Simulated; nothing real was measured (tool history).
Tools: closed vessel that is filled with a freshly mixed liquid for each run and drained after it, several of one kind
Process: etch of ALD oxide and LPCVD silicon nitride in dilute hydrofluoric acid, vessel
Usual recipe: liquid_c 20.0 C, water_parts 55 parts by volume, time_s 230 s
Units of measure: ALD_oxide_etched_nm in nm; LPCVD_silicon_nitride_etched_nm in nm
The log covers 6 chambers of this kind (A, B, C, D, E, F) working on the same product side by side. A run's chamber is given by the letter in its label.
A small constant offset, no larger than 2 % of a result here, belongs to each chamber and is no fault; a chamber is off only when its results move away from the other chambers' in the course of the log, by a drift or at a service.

run   hour  liquid_c  water_parts  time_s  read-back film thickness of the ALD oxide reference wafer, read on the same gauge (nm)  read-back film thickness of the LPCVD silicon nitride reference wafer, read on the same gauge (nm)  ALD_oxide_etched_nm  LPCVD_silicon_nitride_etched_nm
 1F    5.3      20.0           55     230                                                                                  99.976                                                                                              80.003               50.967                          1.51230
 2A    9.8      20.0           55     230                                                                                 100.040                                                                                              80.004               50.509                          1.47750
 3C   14.2      20.0           55     230                                                                                 100.030                                                                                              80.026               49.492                          1.53760
 4B   18.2      20.0           55     230                                                                                  99.957                                                                                              79.983               50.138                          1.49160
 5E   24.4      20.0           55     230                                                                                 100.000                                                                                              79.989               50.040                          1.52810
 6D   30.5      20.0           55     230                                                                                  99.944                                                                                              79.992               50.139                          1.50510
 7F   35.9      20.0           45     230                                                                                  99.988                                                                                              80.014               62.945                          1.87680
 8B   39.7      20.0           45     230                                                                                 100.020                                                                                              79.991               61.386                          1.81990
 9C   47.3      20.0           45     230                                                                                 100.010                                                                                              80.004               61.316                          1.80750
10A   51.2      20.0           45     230                                                                                  99.996                                                                                              80.002               62.220                          1.83040
11D   54.7      20.0           45     230                                                                                 100.050                                                                                              79.988               60.902                          1.83970
12E   62.0      20.0           45     230                                                                                  99.990                                                                                              80.011               62.223                          1.85160
13B   67.7      20.0           45     110                                                                                 100.030                                                                                              80.000               29.492                          0.87647
14E   73.2      20.0           45     110                                                                                  99.981                                                                                              79.996               29.745                          0.88232
15A   77.9      20.0           45     110                                                                                  99.998                                                                                              80.015               29.717                          0.87353
16C   84.9      20.0           45     110                                                                                 100.000                                                                                              79.974               29.185                          0.90989
17D   91.1      20.0           45     110                                                                                  99.960                                                                                              80.006               29.534                          0.89730
18F   97.1      20.0           45     110                                                                                 100.010                                                                                              80.005               29.578                          0.88552
19B  100.9      22.5           55     230                                                                                  99.995                                                                                              79.991               55.063                          1.75420
20A  107.1      22.5           55     230                                                                                  99.996                                                                                              79.984               55.632                          1.81000
21F  112.7      22.5           55     230                                                                                  99.971                                                                                              79.993               55.839                          1.73280
22E  117.6      22.5           55     230                                                                                  99.980                                                                                              79.985               55.548                          1.74130
23D  123.4      22.5           55     230                                                                                 100.000                                                                                              79.998               55.196                          1.85420
24C  127.0      22.5           55     230                                                                                  99.989                                                                                              79.973               54.792                          1.77700
     133.5  -- chamber D: hydrofluoric acid flow meter replaced
25D  134.0      20.0           55     230                                                                                  99.992                                                                                              80.016               49.933                          1.48880
26E  138.8      20.0           55     230                                                                                 100.010                                                                                              80.026               50.152                          1.50490
27A  143.4      20.0           40     230                                                                                  99.995                                                                                              79.992               70.374                          2.04340
28C  147.1      20.0           40     230                                                                                  99.999                                                                                              80.016               69.494                          2.04810
29B  154.6      20.0           40     230                                                                                  99.999                                                                                              80.021               69.392                          2.03450
     160.9  -- chamber E: thermometer replaced
30F  161.6      20.0           40     230                                                                                 100.010                                                                                              79.975               68.967                          1.94450
31F  168.7      20.0           40     230                                                                                 100.060                                                                                              80.010               68.947                          2.03370
32A  175.6      20.0           40     230                                                                                  99.975                                                                                              80.008               70.558                          2.08380
33D  179.8      20.0           55     230                                                                                 100.000                                                                                              79.993               49.637                          1.48060
34E  183.9      20.0           55     230                                                                                 100.030                                                                                              79.999               50.370                          1.49030
35B  187.3      20.0           55     230                                                                                  99.984                                                                                              79.990               50.266                          1.54140
36C  194.4      20.0           55     230                                                                                  99.989                                                                                              79.985               49.578                          1.53740

The same settings go to every chamber for the next run, one line per chamber below. Forecast the results for each:
37A  200.0      20.0           55     230                                                                                                                                                                                                                ?                                ?
37B  200.0      20.0           55     230                                                                                                                                                                                                                ?                                ?
37C  200.0      20.0           55     230                                                                                                                                                                                                                ?                                ?
37D  200.0      20.0           55     230                                                                                                                                                                                                                ?                                ?
37E  200.0      20.0           55     230                                                                                                                                                                                                                ?                                ?
37F  200.0      20.0           55     230                                                                                                                                                                                                                ?                                ?

run  ALD_oxide_etched_nm  LPCVD_silicon_nitride_etched_nm
37A               50.519                          1.52100
37B               50.002                          1.45580
37C               49.447                          1.55910
37D               49.899                          1.48820
37E               49.849                          1.54290
37F               49.011                          1.46840
